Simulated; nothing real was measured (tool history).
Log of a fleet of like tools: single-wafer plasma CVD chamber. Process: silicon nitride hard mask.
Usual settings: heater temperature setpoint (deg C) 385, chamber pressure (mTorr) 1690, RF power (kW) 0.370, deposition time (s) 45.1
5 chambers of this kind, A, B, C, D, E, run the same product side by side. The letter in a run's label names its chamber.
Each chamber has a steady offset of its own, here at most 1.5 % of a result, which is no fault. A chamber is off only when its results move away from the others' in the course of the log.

| run | day | heater temperature setpoint (deg C) | chamber pressure (mTorr) | RF power (kW) | deposition time (s) | read-back reference wafer on the same gauge, thickness_nm | mean film thickness on the monitor wafer (nm) |
|---|---|---|---|---|---|---|---|
| 1C | 0.362 | 385 | 1690 | 0.370 | 45.1 | 69.884 | 60.253 |
|  | 0.533 | chamber D: RF generator calibrated |
| 2D | 0.792 | 385 | 1690 | 0.370 | 45.1 | 69.925 | 61.510 |
| 3A | 1.029 | 385 | 1690 | 0.370 | 45.1 | 69.945 | 60.640 |
| 4E | 1.229 | 385 | 1690 | 0.370 | 45.1 | 69.935 | 60.242 |
| 5B | 1.525 | 395 | 1500 | 0.370 | 45.1 | 69.943 | 58.490 |
| 6A | 1.792 | 395 | 1500 | 0.370 | 45.1 | 69.942 | 58.432 |
| 7B | 2.033 | 395 | 1500 | 0.370 | 45.1 | 69.963 | 58.470 |
| 8D | 2.304 | 395 | 1500 | 0.370 | 45.1 | 69.971 | 59.293 |
| 9C | 2.621 | 395 | 1500 | 0.370 | 45.1 | 69.972 | 58.276 |
| 10E | 2.846 | 385 | 1690 | 0.370 | 45.1 | 69.989 | 60.241 |
| 11D | 3.121 | 385 | 1690 | 0.370 | 45.1 | 70.000 | 61.406 |
| 12C | 3.317 | 385 | 1690 | 0.370 | 45.1 | 70.009 | 60.482 |
| 13E | 3.588 | 385 | 1690 | 0.370 | 45.1 | 70.021 | 60.219 |
|  | 3.975 | chamber C: thermocouple changed; heater temperature recalibrated |
| 14A | 4.029 | 371 | 1690 | 0.370 | 52.0 | 70.033 | 70.314 |
| 15B | 4.279 | 371 | 1690 | 0.370 | 52.0 | 70.050 | 70.501 |
| 16E | 4.625 | 371 | 1690 | 0.370 | 52.0 | 70.050 | 69.867 |
| 17A | 4.962 | 371 | 1690 | 0.370 | 52.0 | 70.057 | 70.441 |
| 18D | 5.271 | 371 | 1690 | 0.370 | 52.0 | 70.106 | 71.351 |
| 19C | 5.538 | 385 | 1690 | 0.370 | 45.1 | 70.068 | 60.628 |
| 20B | 5.792 | 385 | 1690 | 0.370 | 45.1 | 70.101 | 60.991 |
| 21E | 6.042 | 385 | 1690 | 0.370 | 45.1 | 70.107 | 60.441 |
| 22D | 6.408 | 385 | 1690 | 0.370 | 45.1 | 70.082 | 61.603 |
|  | 6.558 | chamber C: capacitance manometer re-zeroed and calibrated |
| 23C | 6.638 | 385 | 1690 | 0.370 | 45.1 | 70.129 | 60.467 |
| 24B | 6.875 | 378 | 1690 | 0.435 | 45.1 | 70.099 | 67.237 |
| 25A | 7.071 | 378 | 1690 | 0.435 | 45.1 | 70.130 | 67.272 |
| 26A | 7.462 | 378 | 1690 | 0.435 | 45.1 | 70.130 | 67.170 |
| 27E | 7.883 | 378 | 1690 | 0.435 | 45.1 | 70.139 | 66.674 |
| 28C | 8.296 | 378 | 1690 | 0.435 | 45.1 | 70.168 | 67.142 |
| 29D | 8.625 | 385 | 1690 | 0.370 | 45.1 | 70.184 | 61.622 |
| 30B | 8.967 | 385 | 1690 | 0.370 | 45.1 | 70.178 | 61.016 |
| 31B | 9.417 | 385 | 1690 | 0.370 | 45.1 | 70.226 | 60.896 |
| 32C | 9.729 | 385 | 1690 | 0.370 | 45.1 | 70.194 | 60.487 |
|  | 9.892 | chamber A: capacitance manometer re-zeroed and calibrated |
|  | 10.008 | chamber A: thermocouple changed; heater temperature recalibrated |
| 33A | 10.117 | 385 | 1690 | 0.370 | 45.1 | 70.213 | 60.831 |
| 34D | 10.512 | 385 | 1690 | 0.370 | 45.1 | 70.244 | 61.808 |

Is one chamber off against the others, does the gauge drift, or is nothing wrong? If a chamber is off, say which, and what the likeliest cause is.

The gauge drifts, so all chambers seem to drift together. No chamber is off.
Cause: gauge reads high (%) = 0.503.
